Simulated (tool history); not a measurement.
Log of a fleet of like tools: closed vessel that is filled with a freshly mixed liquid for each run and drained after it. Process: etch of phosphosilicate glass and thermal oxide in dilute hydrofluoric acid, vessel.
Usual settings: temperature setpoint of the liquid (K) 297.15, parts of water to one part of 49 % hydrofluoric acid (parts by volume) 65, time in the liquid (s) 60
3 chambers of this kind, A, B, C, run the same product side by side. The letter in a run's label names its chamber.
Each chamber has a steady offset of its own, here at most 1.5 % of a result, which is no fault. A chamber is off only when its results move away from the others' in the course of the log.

| run | hour | temperature setpoint of the liquid (K) | parts of water to one part of 49 % hydrofluoric acid (parts by volume) | time in the liquid (s) | hours since the thermometer was replaced | hours since the hydrofluoric acid flow meter was replaced | read-back film thickness of the phosphosilicate glass reference wafer, read on the same gauge (nm) | read-back film thickness of the thermal oxide reference wafer, read on the same gauge (nm) | thickness taken off the phosphosilicate glass on a monitor wafer (nm) | thickness taken off the thermal oxide on a monitor wafer (nm) |
|---|---|---|---|---|---|---|---|---|---|---|
| 1B | 3.5 | 297.15 | 65 | 60 | 965.1 | 617.1 | 70.003 | 139.95 | 69.369 | 4.5917 |
| 2A | 7.1 | 297.15 | 65 | 60 | 151.4 | 178.7 | 70.019 | 139.96 | 69.726 | 4.683 |
| 3C | 9.4 | 297.15 | 65 | 60 | 1128 | 545.7 | 70.041 | 140.03 | 69.568 | 4.6328 |
| 4C | 13.9 | 297.15 | 65 | 60 | 1132.5 | 550.2 | 70.016 | 140 | 69.99 | 4.6504 |
| 5B | 17.1 | 297.15 | 65 | 60 | 978.7 | 630.7 | 70.013 | 140 | 69.264 | 4.6463 |
| 6A | 21.4 | 297.15 | 65 | 60 | 165.7 | 193 | 69.995 | 140.02 | 70.923 | 4.5873 |
| 7B | 24.5 | 297.15 | 65 | 60 | 986.1 | 638.1 | 70.006 | 140.01 | 69.166 | 4.6175 |
| 8C | 27.6 | 297.15 | 65 | 60 | 1146.2 | 563.9 | 69.984 | 140.01 | 69.886 | 4.6478 |
| 9A | 31.5 | 301.65 | 75 | 60 | 175.8 | 203.1 | 69.999 | 139.99 | 71.039 | 4.7484 |
| 10B | 35.4 | 301.65 | 75 | 60 | 997 | 649 | 70.006 | 140.05 | 70.878 | 4.7138 |
| 11C | 38.2 | 301.65 | 75 | 60 | 1156.8 | 574.5 | 69.991 | 140.02 | 71.144 | 4.7315 |
| 12A | 41.7 | 297.15 | 65 | 60 | 186 | 213.3 | 69.995 | 140.01 | 70.28 | 4.6059 |
| 13C | 45.3 | 297.15 | 65 | 75 | 1163.9 | 581.6 | 70.007 | 139.99 | 88.065 | 5.7675 |
| 14A | 49.5 | 297.15 | 65 | 75 | 193.8 | 221.1 | 70.007 | 139.97 | 87.505 | 5.839 |
| 15B | 53.7 | 297.15 | 65 | 75 | 1015.3 | 667.3 | 70.007 | 139.97 | 86.648 | 5.7366 |
| 16B | 58.5 | 297.15 | 65 | 60 | 1020.1 | 672.1 | 69.981 | 140 | 69.366 | 4.5919 |
| 17C | 60.7 | 297.15 | 65 | 60 | 1179.3 | 597 | 70.005 | 139.96 | 69.672 | 4.6483 |
| 18A | 65.4 | 297.15 | 65 | 60 | 209.7 | 237 | 69.965 | 140.04 | 70.03 | 4.6418 |
| 19C | 68.4 | 297.15 | 65 | 60 | 1187 | 604.7 | 70.03 | 139.97 | 69.639 | 4.6028 |
| 20B | 72.8 | 297.15 | 65 | 60 | 1034.4 | 686.4 | 70.008 | 140.08 | 68.672 | 4.6123 |
| 21A | 75.4 | 297.15 | 65 | 60 | 219.7 | 247 | 69.997 | 139.97 | 69.562 | 4.6451 |
| 22A | 78.7 | 297.15 | 65 | 60 | 223 | 250.3 | 70.01 | 140.01 | 69.221 | 4.5806 |
| 23C | 83.4 | 297.15 | 65 | 60 | 1202 | 619.7 | 69.995 | 140.02 | 69.864 | 4.5998 |
| 24B | 88.2 | 297.15 | 50 | 60 | 1049.8 | 701.8 | 69.992 | 140 | 91.903 | 6.0917 |
| 25A | 92.9 | 297.15 | 50 | 60 | 237.2 | 264.5 | 70.07 | 140.03 | 93.741 | 6.1337 |

Next, every chamber runs the same settings. What will each give?
| 26A | 96.4 | 297.15 | 65 | 60 |  |  |  |  | ? | ? |
| 26B | 96.4 | 297.15 | 65 | 60 |  |  |  |  | ? | ? |
| 26C | 96.4 | 297.15 | 65 | 60 |  |  |  |  | ? | ? |

| run | thickness taken off the phosphosilicate glass on a monitor wafer (nm) | thickness taken off the thermal oxide on a monitor wafer (nm) |
|---|---|---|
| 26A | 70.079 | 4.6719 |
| 26B | 68.443 | 4.618 |
| 26C | 69.579 | 4.6663 |
